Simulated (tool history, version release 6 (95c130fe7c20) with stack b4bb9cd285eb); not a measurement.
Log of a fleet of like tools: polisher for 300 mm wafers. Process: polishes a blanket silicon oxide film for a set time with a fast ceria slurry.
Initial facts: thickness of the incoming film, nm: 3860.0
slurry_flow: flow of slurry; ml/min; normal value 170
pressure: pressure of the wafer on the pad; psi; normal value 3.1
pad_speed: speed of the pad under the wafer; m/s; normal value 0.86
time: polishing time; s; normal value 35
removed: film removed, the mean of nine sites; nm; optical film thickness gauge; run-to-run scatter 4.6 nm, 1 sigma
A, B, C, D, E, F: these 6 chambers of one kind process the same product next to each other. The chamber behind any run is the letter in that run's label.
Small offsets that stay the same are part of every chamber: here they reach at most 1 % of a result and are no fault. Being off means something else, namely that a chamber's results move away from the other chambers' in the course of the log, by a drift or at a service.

run	hour	slurry_flow	pressure	pad_speed	time	wafers polished on this pad	hours since the slurry nozzle was cleaned	hours since the head pressure was calibrated	removed
# hour 1.2: chamber C: worn pad replaced by a new one
1F	8.5	170	3.1	0.86	35	909	741	1302.1	588.6
# hour 10.4: chamber D: worn pad replaced by a new one
# hour 19.5: chamber A: slurry nozzle cleaned
2D	23.2	170	3.1	0.86	35	169	400	352.4	589.53
3E	34.5	170	3.1	0.86	35	993	221.8	246.7	588.13
# hour 37.4: chamber F: worn pad replaced by a new one
# hour 41.9: chamber B: worn pad replaced by a new one
4A	46.8	170	3.1	0.86	35	824	27.3	650.1	591.07
5C	55.7	170	3.1	0.86	35	718	105.1	726.8	595.59
# hour 60.6: chamber E: worn pad replaced by a new one
6B	70.4	170	3.1	0.86	35	375	586.4	75.5	584.84
# hour 74.2: chamber E: slurry nozzle cleaned
# hour 78.2: chamber A: worn pad replaced by a new one
# hour 85.3: chamber F: slurry nozzle cleaned
7A	86.3	170	3.1	0.86	35	107	66.8	689.6	591.18
# hour 92.3: chamber A: head pressure recalibrated
8E	99.5	170	3.1	0.86	35	512	25.3	311.7	582.71
# hour 99.6: chamber C: worn pad replaced by a new one
9C	111.9	170	3.1	0.86	35	163	161.3	783	591.43
# hour 123.1: chamber D: worn pad replaced by a new one
10B	124.8	170	3.1	0.86	35	1091	640.8	129.9	591.4
11F	137	170	3.1	0.86	35	1310	51.7	1430.6	585.03
# hour 145: chamber B: worn pad replaced by a new one
12D	147.7	170	3.1	0.86	35	323	524.5	476.9	597.9
# hour 154.8: chamber E: worn pad replaced by a new one
13E	155.2	170	3.1	0.86	35	6	81	367.4	587.64
# hour 159.3: chamber F: worn pad replaced by a new one
14F	162.6	170	3.1	0.86	35	43	77.3	1456.2	590.9
15B	176.4	170	3.1	0.86	35	413	692.4	181.5	593.11
16C	192.9	170	3.1	0.86	35	1228	242.3	864	592.53
# hour 197.1: chamber A: worn pad replaced by a new one
# hour 207.5: chamber C: worn pad replaced by a new one
17D	208.8	170	3.1	0.86	35	1127	585.6	538	596.97
18A	218	170	3.1	0.86	35	275	198.5	125.8	585.7
19E	233.4	170	3.1	0.86	35	1035	159.2	445.6	583.69
# hour 245.6: chamber D: worn pad replaced by a new one
20D	248.9	170	3.1	0.86	35	44	625.7	578.1	595.09
# hour 251.2: chamber E: worn pad replaced by a new one
21C	256.7	170	3.1	0.86	35	647	306.1	927.8	586.61
# hour 257: chamber F: worn pad replaced by a new one
# hour 268: chamber B: worn pad replaced by a new one
22F	272.1	170	3.1	0.86	35	199	186.8	1565.7	590.89
23A	282.2	170	3.1	0.86	35	1119	262.7	190	579.75
24B	291.6	170	3.1	0.86	35	311	807.6	296.7	586.64
# hour 305.3: chamber A: worn pad replaced by a new one
25D	307.8	170	3.1	0.86	35	819	684.6	637	584.67
# hour 311.9: chamber C: worn pad replaced by a new one
26C	315.5	170	3.1	0.86	35	47	364.9	986.6	589.8
27F	324.8	170	3.1	0.86	35	893	239.5	1618.4	582.19
# hour 334.3: chamber F: head pressure recalibrated
28B	334.8	170	3.1	0.86	28	879	850.8	339.9	459.24
# hour 346.6: chamber D: worn pad replaced by a new one
29E	348	170	3.1	0.86	28	1274	273.8	560.2	467.3
30A	360.6	170	3.1	0.86	28	728	341.1	268.4	471.32
# hour 365.4: chamber B: worn pad replaced by a new one
# hour 367.1: chamber F: worn pad replaced by a new one
# hour 367.8: chamber E: worn pad replaced by a new one
31F	373.9	170	3.1	0.86	28	89	288.6	39.6	473.29
# hour 383.9: chamber E: slurry nozzle cleaned
32B	389.3	170	3.1	0.86	28	315	905.3	394.4	448.76
# hour 403.6: chamber C: worn pad replaced by a new one
33E	404.6	170	3.1	0.86	28	485	20.7	616.8	473.9
# hour 415.6: chamber A: worn pad replaced by a new one
34A	420.2	170	3.1	0.86	35	60	400.7	328	585.21
35D	431.8	170	3.1	1.08	35	1121	808.6	761	739.44
# hour 440: chamber D: worn pad replaced by a new one
# hour 440.2: chamber D: slurry nozzle cleaned
36C	442.1	170	3.1	1.08	35	507	491.5	1113.2	750.83
37C	452.7	170	3.1	1.08	35	647	502.1	1123.8	746.77
# hour 458.9: chamber F: worn pad replaced by a new one
38D	466.7	170	3.1	1.08	35	351	26.5	795.9	731.11
# hour 478.4: chamber B: worn pad replaced by a new one
39F	480.6	170	3.1	1.08	35	286	395.3	146.3	752.6
# hour 487.3: chamber E: worn pad replaced by a new one
40A	494.6	170	3.1	1.08	35	1039	475.1	402.4	750.02
41E	508.3	210	3.1	0.86	35	276	124.4	720.5	607.84
42B	517	210	3.1	0.86	35	508	1033	522.1	566.65
43D	528.5	210	3.1	0.86	35	1165	88.3	857.7	607.42
44B	538.4	210	3.1	0.86	35	790	1054.4	543.5	561.86

What goes on in this fleet: one chamber off, a drifting gauge, or nothing beyond the chambers' own small offsets? Name the chamber and the cause, if any.

Little by little, chamber B moves away from the other chambers.
Cause: slurry flow missing at the pad, % = 39.9.
The log may not tell that from: head's pressure below its setpoint, %.

Below are 4 candidate recipes for chamber B's next run, each the usual settings with a change, their results shown as question marks. Which of them brings B's results back in line with what the other chambers give on the usual settings?
Maximum distance from the other chambers' mean on the usual settings for a result to count as in line: removed 16 nm
45B-1	550.3	170	3.1	0.86	30				?
45B-2	550.3	175	3.3	0.86	38				?
45B-3	550.3	170	3.1	0.78	35				?
45B-4	550.3	170	3.2	0.9	36				?

Other chambers, usual settings, mean: removed 586.98 nm
run	removed
45B-1	458.03
45B-2	622.31
45B-3	484.45
45B-4	594
With 45B-4, the chamber falls back in line with the rest.

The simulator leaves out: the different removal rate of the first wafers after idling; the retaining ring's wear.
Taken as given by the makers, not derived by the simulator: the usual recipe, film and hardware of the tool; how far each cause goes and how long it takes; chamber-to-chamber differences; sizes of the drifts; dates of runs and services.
